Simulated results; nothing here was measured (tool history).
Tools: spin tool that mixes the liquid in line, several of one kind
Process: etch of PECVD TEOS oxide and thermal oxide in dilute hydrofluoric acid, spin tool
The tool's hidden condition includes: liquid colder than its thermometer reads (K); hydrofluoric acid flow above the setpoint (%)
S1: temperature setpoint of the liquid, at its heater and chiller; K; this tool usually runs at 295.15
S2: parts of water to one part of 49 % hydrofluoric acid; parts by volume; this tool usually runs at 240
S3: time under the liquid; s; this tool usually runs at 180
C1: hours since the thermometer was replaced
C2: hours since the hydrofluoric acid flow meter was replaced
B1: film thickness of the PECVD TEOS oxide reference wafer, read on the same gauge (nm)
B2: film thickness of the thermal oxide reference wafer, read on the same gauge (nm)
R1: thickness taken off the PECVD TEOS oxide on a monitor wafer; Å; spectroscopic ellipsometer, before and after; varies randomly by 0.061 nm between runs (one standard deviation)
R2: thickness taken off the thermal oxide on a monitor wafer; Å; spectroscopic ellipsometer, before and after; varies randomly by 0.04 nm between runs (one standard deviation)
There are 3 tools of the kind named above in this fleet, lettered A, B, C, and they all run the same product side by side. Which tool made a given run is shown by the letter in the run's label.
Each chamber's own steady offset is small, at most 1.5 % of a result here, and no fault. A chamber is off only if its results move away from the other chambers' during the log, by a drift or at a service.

{"run": "1C", "hour": 8.1, "S1": 295.15, "S2": 240, "S3": 180, "C1": 324.4, "C2": 1164.3, "B1": 59.967, "B2": 40.025, "R1": 81.787, "R2": 29.678}
{"run": "2A", "hour": 14.1, "S1": 295.15, "S2": 240, "S3": 180, "C1": 76.8, "C2": 288.8, "B1": 60.005, "B2": 39.999, "R1": 81.303, "R2": 29.248}
{"run": "3B", "hour": 23.8, "S1": 295.15, "S2": 240, "S3": 180, "C1": 468.7, "C2": 428.4, "B1": 60.023, "B2": 40.007, "R1": 83.369, "R2": 29.282}
{"run": "4A", "hour": 29.3, "S1": 295.15, "S2": 240, "S3": 180, "C1": 92, "C2": 304, "B1": 59.965, "B2": 40, "R1": 81.989, "R2": 29.894}
{"run": "5C", "hour": 34.9, "S1": 295.15, "S2": 240, "S3": 180, "C1": 351.2, "C2": 1191.1, "B1": 60.008, "B2": 39.979, "R1": 81.563, "R2": 29.974}
{"run": "6B", "hour": 42.6, "S1": 295.15, "S2": 240, "S3": 180, "C1": 487.5, "C2": 447.2, "B1": 59.99, "B2": 40.028, "R1": 81.515, "R2": 30.027}
{"run": "7C", "hour": 48.0, "S1": 295.15, "S2": 240, "S3": 180, "C1": 364.3, "C2": 1204.2, "B1": 59.985, "B2": 39.994, "R1": 81.89, "R2": 29.431}
{"run": "8B", "hour": 57.9, "S1": 295.15, "S2": 240, "S3": 180, "C1": 502.8, "C2": 462.5, "B1": 60.009, "B2": 40.022, "R1": 82.107, "R2": 29.376}
{"run": "9A", "hour": 67.1, "S1": 295.15, "S2": 240, "S3": 180, "C1": 129.8, "C2": 341.8, "B1": 59.998, "B2": 40.018, "R1": 81.865, "R2": 29.484}
{"run": "10C", "hour": 74.5, "S1": 295.15, "S2": 240, "S3": 180, "C1": 390.8, "C2": 1230.7, "B1": 60.001, "B2": 40.03, "R1": 82.544, "R2": 28.499}
{"run": "11B", "hour": 86.9, "S1": 295.15, "S2": 240, "S3": 180, "C1": 531.8, "C2": 491.5, "B1": 60.003, "B2": 39.964, "R1": 82.513, "R2": 29.283}
{"run": "12A", "hour": 93.7, "S1": 295.15, "S2": 240, "S3": 180, "C1": 156.4, "C2": 368.4, "B1": 60.015, "B2": 40.004, "R1": 82.519, "R2": 29.475}
{"run": "13A", "hour": 103.1, "S1": 295.15, "S2": 355, "S3": 235, "C1": 165.8, "C2": 377.8, "B1": 60.003, "B2": 39.99, "R1": 64.961, "R2": 23.12}
{"run": "14C", "hour": 111.5, "S1": 295.15, "S2": 355, "S3": 235, "C1": 427.8, "C2": 1267.7, "B1": 59.977, "B2": 40.014, "R1": 64.577, "R2": 23.385}
{"run": "15B", "hour": 122.9, "S1": 295.15, "S2": 355, "S3": 235, "C1": 567.8, "C2": 527.5, "B1": 60.026, "B2": 40.001, "R1": 64.912, "R2": 23.068}
{"run": "16C", "hour": 129.6, "S1": 295.15, "S2": 240, "S3": 180, "C1": 445.9, "C2": 1285.8, "B1": 59.985, "B2": 40.018, "R1": 82.682, "R2": 29.374}
{"run": "17B", "hour": 135.6, "S1": 295.15, "S2": 280, "S3": 225, "C1": 580.5, "C2": 540.2, "B1": 60, "B2": 40.007, "R1": 85.071, "R2": 31.201}
{"run": "18A", "hour": 147.7, "S1": 295.15, "S2": 280, "S3": 225, "C1": 210.4, "C2": 422.4, "B1": 60.032, "B2": 39.995, "R1": 85.325, "R2": 31.199}
{"hour": 155.9, "done": "chamber B: hydrofluoric acid flow meter replaced"}
{"run": "19C", "hour": 158.4, "S1": 295.15, "S2": 280, "S3": 225, "C1": 474.7, "C2": 1314.6, "B1": 59.994, "B2": 40.025, "R1": 84.286, "R2": 30.96}
{"run": "20A", "hour": 165.2, "S1": 295.15, "S2": 240, "S3": 180, "C1": 227.9, "C2": 439.9, "B1": 59.993, "B2": 39.987, "R1": 83.017, "R2": 29.974}
{"run": "21B", "hour": 175.4, "S1": 295.15, "S2": 240, "S3": 180, "C1": 620.3, "C2": 19.6, "B1": 60.002, "B2": 39.984, "R1": 81.104, "R2": 29.074}
{"run": "22C", "hour": 184.4, "S1": 295.15, "S2": 205, "S3": 180, "C1": 500.7, "C2": 1340.6, "B1": 60.028, "B2": 40.012, "R1": 98.823, "R2": 35.411}
{"run": "23B", "hour": 195.6, "S1": 295.15, "S2": 205, "S3": 180, "C1": 640.5, "C2": 39.8, "B1": 59.995, "B2": 40.017, "R1": 97.792, "R2": 35.363}
{"run": "24A", "hour": 207.3, "S1": 295.15, "S2": 205, "S3": 180, "C1": 270, "C2": 482, "B1": 59.975, "B2": 39.99, "R1": 99.405, "R2": 35.94}
{"run": "25A", "hour": 217.1, "S1": 295.15, "S2": 240, "S3": 180, "C1": 279.8, "C2": 491.8, "B1": 59.991, "B2": 39.991, "R1": 83.691, "R2": 30.022}
{"run": "26B", "hour": 227.6, "S1": 295.15, "S2": 240, "S3": 180, "C1": 672.5, "C2": 71.8, "B1": 60.005, "B2": 39.978, "R1": 79.454, "R2": 28.303}
{"run": "27C", "hour": 236.6, "S1": 295.15, "S2": 240, "S3": 180, "C1": 552.9, "C2": 1392.8, "B1": 59.992, "B2": 40.036, "R1": 82.799, "R2": 29.789}
{"run": "28C", "hour": 242.7, "S1": 295.15, "S2": 240, "S3": 180, "C1": 559, "C2": 1398.9, "B1": 60.02, "B2": 40.046, "R1": 82.668, "R2": 28.78}
{"run": "29A", "hour": 250.3, "S1": 295.15, "S2": 240, "S3": 180, "C1": 313, "C2": 525, "B1": 60.016, "B2": 40.016, "R1": 81.927, "R2": 29.403}
{"hour": 256.6, "done": "chamber C: thermometer replaced"}
{"run": "30B", "hour": 258.7, "S1": 295.15, "S2": 240, "S3": 180, "C1": 703.6, "C2": 102.9, "B1": 60, "B2": 39.98, "R1": 80.599, "R2": 28.821}
{"run": "31B", "hour": 269.8, "S1": 295.15, "S2": 240, "S3": 180, "C1": 714.7, "C2": 114, "B1": 60.006, "B2": 40.025, "R1": 80.473, "R2": 28.803}
{"run": "32A", "hour": 281.9, "S1": 295.15, "S2": 240, "S3": 180, "C1": 344.6, "C2": 556.6, "B1": 59.981, "B2": 40.019, "R1": 82.38, "R2": 30.008}
{"run": "33C", "hour": 287.9, "S1": 295.15, "S2": 240, "S3": 180, "C1": 31.3, "C2": 1444.1, "B1": 59.988, "B2": 40.053, "R1": 81.93, "R2": 29.905}
{"run": "34C", "hour": 293.4, "S1": 295.15, "S2": 240, "S3": 180, "C1": 36.8, "C2": 1449.6, "B1": 60.003, "B2": 40.017, "R1": 83.11, "R2": 29.699}
{"run": "35B", "hour": 299.0, "S1": 295.15, "S2": 240, "S3": 180, "C1": 743.9, "C2": 143.2, "B1": 60.004, "B2": 40.032, "R1": 78.092, "R2": 28.448}
{"run": "36A", "hour": 311.4, "S1": 297.15, "S2": 340, "S3": 180, "C1": 374.1, "C2": 586.1, "B1": 59.975, "B2": 40.013, "R1": 55.92, "R2": 20.493}
{"run": "37B", "hour": 320.3, "S1": 297.15, "S2": 340, "S3": 180, "C1": 765.2, "C2": 164.5, "B1": 60.011, "B2": 39.959, "R1": 54.83, "R2": 19.524}
{"run": "38C", "hour": 328.7, "S1": 297.15, "S2": 340, "S3": 180, "C1": 72.1, "C2": 1484.9, "B1": 59.992, "B2": 40.043, "R1": 56.424, "R2": 20.269}
{"run": "39A", "hour": 337.4, "S1": 295.15, "S2": 240, "S3": 180, "C1": 400.1, "C2": 612.1, "B1": 60.014, "B2": 40.015, "R1": 82.031, "R2": 29.597}
{"run": "40B", "hour": 344.5, "S1": 295.15, "S2": 325, "S3": 180, "C1": 789.4, "C2": 188.7, "B1": 60.021, "B2": 40, "R1": 54.292, "R2": 19.637}
{"run": "41C", "hour": 351.9, "S1": 295.15, "S2": 325, "S3": 180, "C1": 95.3, "C2": 1508.1, "B1": 59.996, "B2": 39.982, "R1": 56.275, "R2": 19.761}
{"run": "42A", "hour": 362.6, "S1": 295.15, "S2": 325, "S3": 180, "C1": 425.3, "C2": 637.3, "B1": 59.992, "B2": 40.013, "R1": 55.904, "R2": 20.477}
{"run": "43C", "hour": 369.2, "S1": 295.15, "S2": 240, "S3": 180, "C1": 112.6, "C2": 1525.4, "B1": 59.991, "B2": 39.977, "R1": 82.294, "R2": 29.909}
{"run": "44A", "hour": 376.9, "S1": 295.15, "S2": 240, "S3": 180, "C1": 439.6, "C2": 651.6, "B1": 60.026, "B2": 40.023, "R1": 80.663, "R2": 29.75}

Predict what each chamber gives when all 3 of them run the settings below next.
{"run": "45A", "hour": 385.9, "S1": 295.15, "S2": 240, "S3": 180, "R1": "?", "R2": "?"}
{"run": "45B", "hour": 385.9, "S1": 295.15, "S2": 240, "S3": 180, "R1": "?", "R2": "?"}
{"run": "45C", "hour": 385.9, "S1": 295.15, "S2": 240, "S3": 180, "R1": "?", "R2": "?"}

run=45A R1=82.452 R2=29.514
run=45B R1=78.686 R2=28.749
run=45C R1=83.057 R2=29.478
